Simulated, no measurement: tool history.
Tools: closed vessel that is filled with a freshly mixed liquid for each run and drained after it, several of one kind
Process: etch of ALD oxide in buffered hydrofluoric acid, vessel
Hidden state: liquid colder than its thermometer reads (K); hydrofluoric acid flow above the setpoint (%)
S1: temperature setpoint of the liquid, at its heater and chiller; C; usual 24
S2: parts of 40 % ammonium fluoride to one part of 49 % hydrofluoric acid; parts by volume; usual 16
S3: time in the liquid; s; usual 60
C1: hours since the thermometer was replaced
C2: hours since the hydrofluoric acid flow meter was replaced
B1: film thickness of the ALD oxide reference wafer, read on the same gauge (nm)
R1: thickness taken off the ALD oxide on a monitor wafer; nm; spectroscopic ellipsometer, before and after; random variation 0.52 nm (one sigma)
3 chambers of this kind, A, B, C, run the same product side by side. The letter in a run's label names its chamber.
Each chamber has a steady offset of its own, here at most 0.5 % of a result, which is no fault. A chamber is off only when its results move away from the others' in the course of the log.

{"run": "1C", "hour": 4.8, "S1": 24, "S2": 16, "S3": 60, "C1": 636.9, "C2": 1530.2, "B1": 110.03, "R1": 57.443}
{"run": "2B", "hour": 16.1, "S1": 24, "S2": 16, "S3": 60, "C1": 669.6, "C2": 25.6, "B1": 110, "R1": 57.136}
{"run": "3A", "hour": 22.1, "S1": 24, "S2": 16, "S3": 60, "C1": 321.8, "C2": 791, "B1": 110, "R1": 56.089}
{"run": "4C", "hour": 33.2, "S1": 24, "S2": 16, "S3": 60, "C1": 665.3, "C2": 1558.6, "B1": 110.04, "R1": 57.206}
{"run": "5A", "hour": 43.3, "S1": 24, "S2": 16, "S3": 60, "C1": 343, "C2": 812.2, "B1": 110.02, "R1": 56.48}
{"run": "6B", "hour": 50.2, "S1": 24, "S2": 16, "S3": 60, "C1": 703.7, "C2": 59.7, "B1": 109.95, "R1": 57.228}
{"run": "7C", "hour": 58.0, "S1": 24, "S2": 16, "S3": 60, "C1": 690.1, "C2": 1583.4, "B1": 109.97, "R1": 56.152}
{"run": "8B", "hour": 67.8, "S1": 24, "S2": 16, "S3": 60, "C1": 721.3, "C2": 77.3, "B1": 109.97, "R1": 57.331}
{"run": "9A", "hour": 75.9, "S1": 24, "S2": 16, "S3": 60, "C1": 375.6, "C2": 844.8, "B1": 110.04, "R1": 56.3}
{"run": "10A", "hour": 82.3, "S1": 24, "S2": 16, "S3": 60, "C1": 382, "C2": 851.2, "B1": 110, "R1": 56.702}
{"run": "11C", "hour": 90.6, "S1": 24, "S2": 16, "S3": 60, "C1": 722.7, "C2": 1616, "B1": 110, "R1": 58.045}
{"run": "12B", "hour": 100.3, "S1": 24, "S2": 16, "S3": 60, "C1": 753.8, "C2": 109.8, "B1": 110, "R1": 57.287}
{"run": "13A", "hour": 110.5, "S1": 24, "S2": 16, "S3": 60, "C1": 410.2, "C2": 879.4, "B1": 109.98, "R1": 56.893}
{"run": "14B", "hour": 115.8, "S1": 24, "S2": 16, "S3": 60, "C1": 769.3, "C2": 125.3, "B1": 110.02, "R1": 57.093}
{"run": "15C", "hour": 122.5, "S1": 24, "S2": 19, "S3": 30, "C1": 754.6, "C2": 1647.9, "B1": 110.03, "R1": 24.218}
{"run": "16C", "hour": 132.4, "S1": 24, "S2": 19, "S3": 30, "C1": 764.5, "C2": 1657.8, "B1": 110.02, "R1": 24.555}
{"run": "17B", "hour": 143.4, "S1": 24, "S2": 19, "S3": 30, "C1": 796.9, "C2": 152.9, "B1": 109.94, "R1": 23.892}
{"run": "18A", "hour": 151.5, "S1": 24, "S2": 16, "S3": 60, "C1": 451.2, "C2": 920.4, "B1": 110.03, "R1": 56.535}
{"run": "19C", "hour": 157.0, "S1": 24, "S2": 16, "S3": 60, "C1": 789.1, "C2": 1682.4, "B1": 110.03, "R1": 57.236}
{"run": "20B", "hour": 166.6, "S1": 24, "S2": 16, "S3": 60, "C1": 820.1, "C2": 176.1, "B1": 109.99, "R1": 55.091}
{"run": "21A", "hour": 173.3, "S1": 24, "S2": 16, "S3": 60, "C1": 473, "C2": 942.2, "B1": 109.98, "R1": 56.026}
{"run": "22C", "hour": 179.1, "S1": 24, "S2": 16, "S3": 60, "C1": 811.2, "C2": 1704.5, "B1": 110, "R1": 57.316}
{"run": "23B", "hour": 186.6, "S1": 24, "S2": 16, "S3": 60, "C1": 840.1, "C2": 196.1, "B1": 110.04, "R1": 55.051}
{"run": "24A", "hour": 193.0, "S1": 24, "S2": 16, "S3": 60, "C1": 492.7, "C2": 961.9, "B1": 110, "R1": 55.973}
{"run": "25A", "hour": 201.8, "S1": 24, "S2": 16, "S3": 60, "C1": 501.5, "C2": 970.7, "B1": 109.98, "R1": 57.05}
{"run": "26B", "hour": 208.8, "S1": 24, "S2": 16, "S3": 60, "C1": 862.3, "C2": 218.3, "B1": 109.99, "R1": 53.966}
{"run": "27C", "hour": 216.3, "S1": 20, "S2": 11.5, "S3": 60, "C1": 848.4, "C2": 1741.7, "B1": 109.99, "R1": 62.991}
{"run": "28A", "hour": 226.6, "S1": 20, "S2": 11.5, "S3": 60, "C1": 526.3, "C2": 995.5, "B1": 110, "R1": 63.309}
{"run": "29B", "hour": 235.8, "S1": 20, "S2": 11.5, "S3": 60, "C1": 889.3, "C2": 245.3, "B1": 109.97, "R1": 60.269}
{"run": "30C", "hour": 245.7, "S1": 24, "S2": 16, "S3": 60, "C1": 877.8, "C2": 1771.1, "B1": 110.02, "R1": 57.15}
{"run": "31B", "hour": 254.5, "S1": 24, "S2": 16, "S3": 60, "C1": 908, "C2": 264, "B1": 110.01, "R1": 53.233}
{"run": "32A", "hour": 265.6, "S1": 24, "S2": 16, "S3": 60, "C1": 565.3, "C2": 1034.5, "B1": 110.04, "R1": 56.375}

All 3 chambers run these settings next. Forecast each chamber's results:
{"run": "33A", "hour": 273.6, "S1": 24, "S2": 16, "S3": 60, "R1": "?"}
{"run": "33B", "hour": 273.6, "S1": 24, "S2": 16, "S3": 60, "R1": "?"}
{"run": "33C", "hour": 273.6, "S1": 24, "S2": 16, "S3": 60, "R1": "?"}

run=33A R1=57.207
run=33B R1=53.757
run=33C R1=56.932
